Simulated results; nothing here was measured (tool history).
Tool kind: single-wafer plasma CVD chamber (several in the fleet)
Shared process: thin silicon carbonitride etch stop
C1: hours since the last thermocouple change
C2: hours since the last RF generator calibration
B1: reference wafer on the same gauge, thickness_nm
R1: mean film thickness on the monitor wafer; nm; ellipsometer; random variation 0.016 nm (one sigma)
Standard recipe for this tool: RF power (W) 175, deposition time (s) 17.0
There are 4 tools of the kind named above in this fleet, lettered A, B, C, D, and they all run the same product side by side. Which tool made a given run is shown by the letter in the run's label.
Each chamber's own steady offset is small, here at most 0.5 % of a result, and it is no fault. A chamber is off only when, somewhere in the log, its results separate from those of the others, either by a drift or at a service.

{"run": "1A", "hour": 7.9, "RF power (W)": 175, "deposition time (s)": 17.0, "C1": 49.1, "C2": 921.8, "B1": 8.0325, "R1": 9.2751}
{"run": "2D", "hour": 16.1, "RF power (W)": 175, "deposition time (s)": 17.0, "C1": 1204.7, "C2": 1212.3, "B1": 8.0342, "R1": 9.3485}
{"run": "3B", "hour": 20.4, "RF power (W)": 175, "deposition time (s)": 17.0, "C1": 1946.6, "C2": 422.2, "B1": 8.0365, "R1": 9.2836}
{"run": "4C", "hour": 27.8, "RF power (W)": 175, "deposition time (s)": 17.0, "C1": 898.1, "C2": 1173.7, "B1": 8.0394, "R1": 9.3311}
{"run": "5A", "hour": 32.6, "RF power (W)": 175, "deposition time (s)": 17.0, "C1": 73.8, "C2": 946.5, "B1": 8.0399, "R1": 9.3017}
{"run": "6B", "hour": 36.3, "RF power (W)": 175, "deposition time (s)": 17.0, "C1": 1962.5, "C2": 438.1, "B1": 8.0395, "R1": 9.2868}
{"run": "7C", "hour": 44.7, "RF power (W)": 175, "deposition time (s)": 17.0, "C1": 915.0, "C2": 1190.6, "B1": 8.0422, "R1": 9.3029}
{"run": "8D", "hour": 48.6, "RF power (W)": 175, "deposition time (s)": 17.0, "C1": 1237.2, "C2": 1244.8, "B1": 8.0444, "R1": 9.3518}
{"run": "9D", "hour": 55.8, "RF power (W)": 175, "deposition time (s)": 17.0, "C1": 1244.4, "C2": 1252.0, "B1": 8.046, "R1": 9.3808}
{"run": "10A", "hour": 61.4, "RF power (W)": 200, "deposition time (s)": 17.0, "C1": 102.6, "C2": 975.3, "B1": 8.0478, "R1": 9.6788}
{"run": "11B", "hour": 68.0, "RF power (W)": 200, "deposition time (s)": 17.0, "C1": 1994.2, "C2": 469.8, "B1": 8.0489, "R1": 9.6808}
{"run": "12C", "hour": 76.1, "RF power (W)": 200, "deposition time (s)": 17.0, "C1": 946.4, "C2": 1222.0, "B1": 8.0491, "R1": 9.6615}
{"run": "13A", "hour": 81.3, "RF power (W)": 200, "deposition time (s)": 17.0, "C1": 122.5, "C2": 995.2, "B1": 8.0576, "R1": 9.6889}
{"hour": 81.9, "done": "chamber C: thermocouple changed; heater temperature recalibrated"}
{"run": "14C", "hour": 86.1, "RF power (W)": 175, "deposition time (s)": 17.0, "C1": 4.2, "C2": 1232.0, "B1": 8.0567, "R1": 9.2765}
{"run": "15D", "hour": 91.6, "RF power (W)": 175, "deposition time (s)": 17.0, "C1": 1280.2, "C2": 1287.8, "B1": 8.0558, "R1": 9.3942}
{"hour": 94.7, "done": "chamber D: thermocouple changed; heater temperature recalibrated"}
{"run": "16B", "hour": 96.9, "RF power (W)": 175, "deposition time (s)": 19.1, "C1": 2023.1, "C2": 498.7, "B1": 8.0561, "R1": 10.474}
{"run": "17D", "hour": 104.5, "RF power (W)": 175, "deposition time (s)": 19.1, "C1": 9.8, "C2": 1300.7, "B1": 8.0589, "R1": 10.555}
{"run": "18C", "hour": 111.9, "RF power (W)": 175, "deposition time (s)": 19.1, "C1": 30.0, "C2": 1257.8, "B1": 8.0622, "R1": 10.466}
{"run": "19B", "hour": 118.6, "RF power (W)": 175, "deposition time (s)": 19.1, "C1": 2044.8, "C2": 520.4, "B1": 8.0699, "R1": 10.467}
{"run": "20A", "hour": 123.6, "RF power (W)": 175, "deposition time (s)": 17.0, "C1": 164.8, "C2": 1037.5, "B1": 8.066, "R1": 9.3233}
{"run": "21D", "hour": 127.8, "RF power (W)": 175, "deposition time (s)": 17.0, "C1": 33.1, "C2": 1324.0, "B1": 8.0683, "R1": 9.4144}
{"run": "22A", "hour": 132.7, "RF power (W)": 175, "deposition time (s)": 17.0, "C1": 173.9, "C2": 1046.6, "B1": 8.0675, "R1": 9.308}
{"run": "23C", "hour": 140.0, "RF power (W)": 175, "deposition time (s)": 17.0, "C1": 58.1, "C2": 1285.9, "B1": 8.0676, "R1": 9.3364}
{"run": "24B", "hour": 144.7, "RF power (W)": 175, "deposition time (s)": 17.0, "C1": 2070.9, "C2": 546.5, "B1": 8.0728, "R1": 9.304}
{"run": "25C", "hour": 153.1, "RF power (W)": 175, "deposition time (s)": 17.0, "C1": 71.2, "C2": 1299.0, "B1": 8.0767, "R1": 9.3506}
{"run": "26B", "hour": 161.3, "RF power (W)": 175, "deposition time (s)": 17.0, "C1": 2087.5, "C2": 563.1, "B1": 8.0781, "R1": 9.3484}
{"run": "27A", "hour": 166.6, "RF power (W)": 175, "deposition time (s)": 17.0, "C1": 207.8, "C2": 1080.5, "B1": 8.0826, "R1": 9.3255}
{"run": "28D", "hour": 175.0, "RF power (W)": 175, "deposition time (s)": 17.0, "C1": 80.3, "C2": 1371.2, "B1": 8.0777, "R1": 9.447}
{"run": "29B", "hour": 179.0, "RF power (W)": 175, "deposition time (s)": 17.0, "C1": 2105.2, "C2": 580.8, "B1": 8.0834, "R1": 9.3561}
{"run": "30D", "hour": 183.6, "RF power (W)": 175, "deposition time (s)": 17.0, "C1": 88.9, "C2": 1379.8, "B1": 8.0863, "R1": 9.4255}
{"run": "31A", "hour": 189.0, "RF power (W)": 175, "deposition time (s)": 17.0, "C1": 230.2, "C2": 1102.9, "B1": 8.0879, "R1": 9.2902}

For the next run the whole fleet of 4 chambers uses the same settings. Give each chamber's results:
{"run": "32A", "hour": 195.1, "RF power (W)": 175, "deposition time (s)": 18.1, "R1": "?"}
{"run": "32B", "hour": 195.1, "RF power (W)": 175, "deposition time (s)": 18.1, "R1": "?"}
{"run": "32C", "hour": 195.1, "RF power (W)": 175, "deposition time (s)": 18.1, "R1": "?"}
{"run": "32D", "hour": 195.1, "RF power (W)": 175, "deposition time (s)": 18.1, "R1": "?"}

run=32A R1=9.9233
run=32B R1=9.9420
run=32C R1=9.9459
run=32D R1=10.0210

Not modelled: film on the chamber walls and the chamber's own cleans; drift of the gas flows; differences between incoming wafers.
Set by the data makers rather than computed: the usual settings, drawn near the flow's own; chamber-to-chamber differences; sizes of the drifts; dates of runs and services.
